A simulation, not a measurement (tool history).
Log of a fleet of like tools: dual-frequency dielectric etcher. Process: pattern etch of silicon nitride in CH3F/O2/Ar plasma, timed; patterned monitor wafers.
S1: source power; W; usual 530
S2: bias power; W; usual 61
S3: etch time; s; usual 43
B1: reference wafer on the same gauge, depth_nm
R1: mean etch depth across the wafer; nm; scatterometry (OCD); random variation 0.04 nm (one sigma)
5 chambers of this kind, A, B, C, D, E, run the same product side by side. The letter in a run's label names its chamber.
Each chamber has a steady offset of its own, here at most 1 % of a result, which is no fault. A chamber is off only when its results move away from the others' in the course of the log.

run 1A day=0.342 | S1=530 S2=61 S3=43 | B1=28.396 | R1=31.702
run 2D day=0.554 | S1=530 S2=61 S3=43 | B1=28.403 | R1=31.681
run 3C day=0.733 | S1=530 S2=61 S3=43 | B1=28.41 | R1=31.761
run 4E day=0.946 | S1=530 S2=61 S3=43 | B1=28.411 | R1=31.983
-- day=1.317 chamber B: wet clean of the chamber
run 5B day=1.35 | S1=530 S2=61 S3=43 | B1=28.416 | R1=31.818
run 6E day=1.675 | S1=410 S2=61 S3=43 | B1=28.412 | R1=28.92
run 7B day=1.962 | S1=410 S2=61 S3=43 | B1=28.427 | R1=28.911
run 8A day=2.233 | S1=410 S2=61 S3=43 | B1=28.425 | R1=28.755
run 9D day=2.425 | S1=410 S2=61 S3=43 | B1=28.435 | R1=28.614
run 10C day=2.712 | S1=410 S2=61 S3=43 | B1=28.435 | R1=28.741
run 11A day=3.004 | S1=530 S2=61 S3=43 | B1=28.439 | R1=31.775
run 12E day=3.208 | S1=530 S2=61 S3=43 | B1=28.439 | R1=32.025
run 13D day=3.571 | S1=530 S2=61 S3=43 | B1=28.443 | R1=31.715
run 14B day=3.908 | S1=530 S2=61 S3=43 | B1=28.46 | R1=31.829
run 15C day=4.225 | S1=530 S2=61 S3=43 | B1=28.46 | R1=31.787
run 16A day=4.433 | S1=530 S2=61 S3=36 | B1=28.451 | R1=26.586
run 17B day=4.775 | S1=530 S2=61 S3=36 | B1=28.471 | R1=26.669
run 18D day=5.129 | S1=530 S2=61 S3=36 | B1=28.464 | R1=26.541
run 19C day=5.308 | S1=530 S2=61 S3=36 | B1=28.474 | R1=26.627
run 20E day=5.579 | S1=530 S2=61 S3=36 | B1=28.481 | R1=26.82
run 21D day=5.821 | S1=530 S2=61 S3=43 | B1=28.477 | R1=31.77
run 22C day=6.212 | S1=530 S2=61 S3=43 | B1=28.478 | R1=31.803
run 23E day=6.388 | S1=530 S2=61 S3=43 | B1=28.5 | R1=31.975
run 24A day=6.621 | S1=530 S2=61 S3=43 | B1=28.489 | R1=31.824
run 25B day=6.862 | S1=530 S2=61 S3=43 | B1=28.492 | R1=31.95
run 26E day=7.1 | S1=530 S2=61 S3=43 | B1=28.495 | R1=32.041
run 27B day=7.475 | S1=530 S2=61 S3=43 | B1=28.497 | R1=32.007
run 28A day=7.779 | S1=530 S2=61 S3=43 | B1=28.505 | R1=31.787
run 29C day=7.958 | S1=660 S2=61 S3=48.5 | B1=28.515 | R1=39.207
-- day=7.967 chamber D: source power generator calibrated
run 30D day=8.267 | S1=660 S2=61 S3=48.5 | B1=28.518 | R1=39.122
run 31C day=8.442 | S1=660 S2=61 S3=48.5 | B1=28.517 | R1=39.191
run 32E day=8.638 | S1=660 S2=61 S3=48.5 | B1=28.514 | R1=39.421
run 33A day=8.917 | S1=660 S2=61 S3=48.5 | B1=28.519 | R1=39.118
run 34D day=9.317 | S1=530 S2=61 S3=43 | B1=28.528 | R1=31.765
run 35B day=9.5 | S1=530 S2=61 S3=43 | B1=28.519 | R1=31.95
run 36D day=9.817 | S1=530 S2=61 S3=43 | B1=28.532 | R1=31.794
run 37E day=10.021 | S1=530 S2=61 S3=43 | B1=28.534 | R1=32.105
-- day=10.117 chamber C: wet clean of the chamber
run 38A day=10.196 | S1=530 S2=61 S3=43 | B1=28.543 | R1=31.815
run 39C day=10.392 | S1=530 S2=61 S3=43 | B1=28.54 | R1=31.88

All 5 chambers run these settings next. Forecast each chamber's results:
run 40A day=10.679 | S1=530 S2=61 S3=43 | R1=?
run 40B day=10.679 | S1=530 S2=61 S3=43 | R1=?
run 40C day=10.679 | S1=530 S2=61 S3=43 | R1=?
run 40D day=10.679 | S1=530 S2=61 S3=43 | R1=?
run 40E day=10.679 | S1=530 S2=61 S3=43 | R1=?

run=40A R1=31.809
run=40B R1=31.967
run=40C R1=31.906
run=40D R1=31.855
run=40E R1=32.101
